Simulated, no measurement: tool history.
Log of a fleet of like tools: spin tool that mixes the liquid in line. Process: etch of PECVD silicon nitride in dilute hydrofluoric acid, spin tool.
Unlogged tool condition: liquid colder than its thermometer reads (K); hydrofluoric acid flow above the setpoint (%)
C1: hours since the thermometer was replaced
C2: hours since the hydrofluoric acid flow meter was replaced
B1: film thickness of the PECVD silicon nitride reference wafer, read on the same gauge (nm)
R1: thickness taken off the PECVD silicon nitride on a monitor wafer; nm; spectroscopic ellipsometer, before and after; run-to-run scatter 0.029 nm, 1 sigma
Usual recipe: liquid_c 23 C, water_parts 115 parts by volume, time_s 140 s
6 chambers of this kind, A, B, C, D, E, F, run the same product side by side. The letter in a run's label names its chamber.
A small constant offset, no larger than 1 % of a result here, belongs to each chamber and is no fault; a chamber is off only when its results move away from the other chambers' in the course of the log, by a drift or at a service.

At hour 1.8: chamber A: thermometer replaced.
Run 1B, hour 6: usual settings; C1 2119.1; C2 1969.9; B1 69.966. Result: R1 5.9979 nm.
Run 2F, hour 11.2: usual settings; C1 88.9; C2 443.6; B1 69.992. Result: R1 6.1088 nm.
Run 3C, hour 14.7: usual settings; C1 325.8; C2 498.4; B1 69.998. Result: R1 6.1489 nm.
Run 4D, hour 20.2: usual settings; C1 836.2; C2 775.9; B1 69.981. Result: R1 6.0883 nm.
Run 5A, hour 25.4: usual settings; C1 23.7; C2 1264.4; B1 70.012. Result: R1 5.9951 nm.
Run 6E, hour 31.4: usual settings; C1 536.7; C2 1178.3; B1 69.983. Result: R1 6.1162 nm.
Run 7C, hour 36.1: usual settings; C1 347.2; C2 519.8; B1 69.996. Result: R1 6.208 nm.
Run 8A, hour 43.5: usual settings; C1 41.8; C2 1282.5; B1 70.003. Result: R1 5.9641 nm.
Run 9D, hour 48.4: usual settings; C1 864.4; C2 804.1; B1 70.034. Result: R1 6.0573 nm.
Run 10E, hour 53.5: usual settings but water_parts 165 parts by volume; C1 558.8; C2 1200.4; B1 69.975. Result: R1 4.2466 nm.
Run 11B, hour 59.2: usual settings but water_parts 165 parts by volume; C1 2172.3; C2 2023.1; B1 69.985. Result: R1 4.1729 nm.
Run 12F, hour 62.6: usual settings but water_parts 165 parts by volume; C1 140.3; C2 495; B1 70.001. Result: R1 4.2489 nm.
Run 13B, hour 69.5: usual settings but water_parts 165 parts by volume; C1 2182.6; C2 2033.4; B1 70.015. Result: R1 4.2043 nm.
Run 14D, hour 75.1: usual settings but water_parts 165 parts by volume; C1 891.1; C2 830.8; B1 70.022. Result: R1 4.2546 nm.
Run 15F, hour 82.5: usual settings but water_parts 165 parts by volume; C1 160.2; C2 514.9; B1 69.99. Result: R1 4.2445 nm.
Run 16C, hour 87.4: usual settings; C1 398.5; C2 571.1; B1 69.995. Result: R1 6.1247 nm.
Run 17A, hour 91.6: usual settings; C1 89.9; C2 1330.6; B1 70.016. Result: R1 6.0163 nm.
Run 18E, hour 96.9: usual settings; C1 602.2; C2 1243.8; B1 70.013. Result: R1 6.1207 nm.
Run 19B, hour 101.7: usual settings; C1 2214.8; C2 2065.6; B1 69.985. Result: R1 6.0181 nm.
Run 20D, hour 105.2: usual settings; C1 921.2; C2 860.9; B1 69.992. Result: R1 6.0958 nm.
Run 21E, hour 108.7: usual settings; C1 614; C2 1255.6; B1 70.004. Result: R1 6.086 nm.
Run 22A, hour 114.3: usual settings; C1 112.6; C2 1353.3; B1 70.021. Result: R1 5.9732 nm.
Run 23F, hour 119.8: usual settings; C1 197.5; C2 552.2; B1 70.017. Result: R1 6.0801 nm.
Run 24C, hour 124.7: usual settings; C1 435.8; C2 608.4; B1 69.992. Result: R1 6.0921 nm.
Run 25E, hour 130.1: usual settings; C1 635.4; C2 1277; B1 69.985. Result: R1 6.0929 nm.
Run 26B, hour 137.5: usual settings; C1 2250.6; C2 2101.4; B1 69.967. Result: R1 5.9852 nm.
Run 27F, hour 144.4: usual settings; C1 222.1; C2 576.8; B1 69.998. Result: R1 6.0857 nm.
Run 28D, hour 148.1: usual settings; C1 964.1; C2 903.8; B1 70.007. Result: R1 6.1472 nm.
Run 29C, hour 155.4: usual settings but water_parts 65 parts by volume; C1 466.5; C2 639.1; B1 69.998. Result: R1 10.631 nm.
Run 30A, hour 161.6: usual settings but water_parts 65 parts by volume; C1 159.9; C2 1400.6; B1 70.005. Result: R1 10.621 nm.
Run 31A, hour 164.8: usual settings but water_parts 65 parts by volume; C1 163.1; C2 1403.8; B1 69.972. Result: R1 10.617 nm.
Run 32B, hour 168.7: usual settings but water_parts 65 parts by volume; C1 2281.8; C2 2132.6; B1 69.992. Result: R1 10.649 nm.
Run 33E, hour 173.7: usual settings but water_parts 65 parts by volume; C1 679; C2 1320.6; B1 70.014. Result: R1 10.677 nm.
Run 34F, hour 180.2: usual settings but water_parts 65 parts by volume; C1 257.9; C2 612.6; B1 70.009. Result: R1 10.744 nm.
Run 35D, hour 186.9: usual settings; C1 1002.9; C2 942.6; B1 70.031. Result: R1 6.0676 nm.
Run 36C, hour 192.3: usual settings but water_parts 60 parts by volume; C1 503.4; C2 676; B1 69.984. Result: R1 11.511 nm.
Run 37C, hour 198.2: usual settings but water_parts 60 parts by volume; C1 509.3; C2 681.9; B1 70.024. Result: R1 11.559 nm.
Run 38A, hour 204.5: usual settings but water_parts 60 parts by volume; C1 202.8; C2 1443.5; B1 69.982. Result: R1 11.495 nm.
Run 39E, hour 210.7: usual settings but water_parts 60 parts by volume; C1 716; C2 1357.6; B1 69.995. Result: R1 11.671 nm.
Run 40D, hour 215.1: usual settings but water_parts 60 parts by volume; C1 1031.1; C2 970.8; B1 69.99. Result: R1 11.669 nm.

Is one chamber out of step, is the gauge drifting, or do the chambers differ by no more than their own small offsets? For an off chamber, give its letter and the likeliest cause.

Nothing is wrong: each chamber keeps only its own small, steady offset and the gauge holds still.
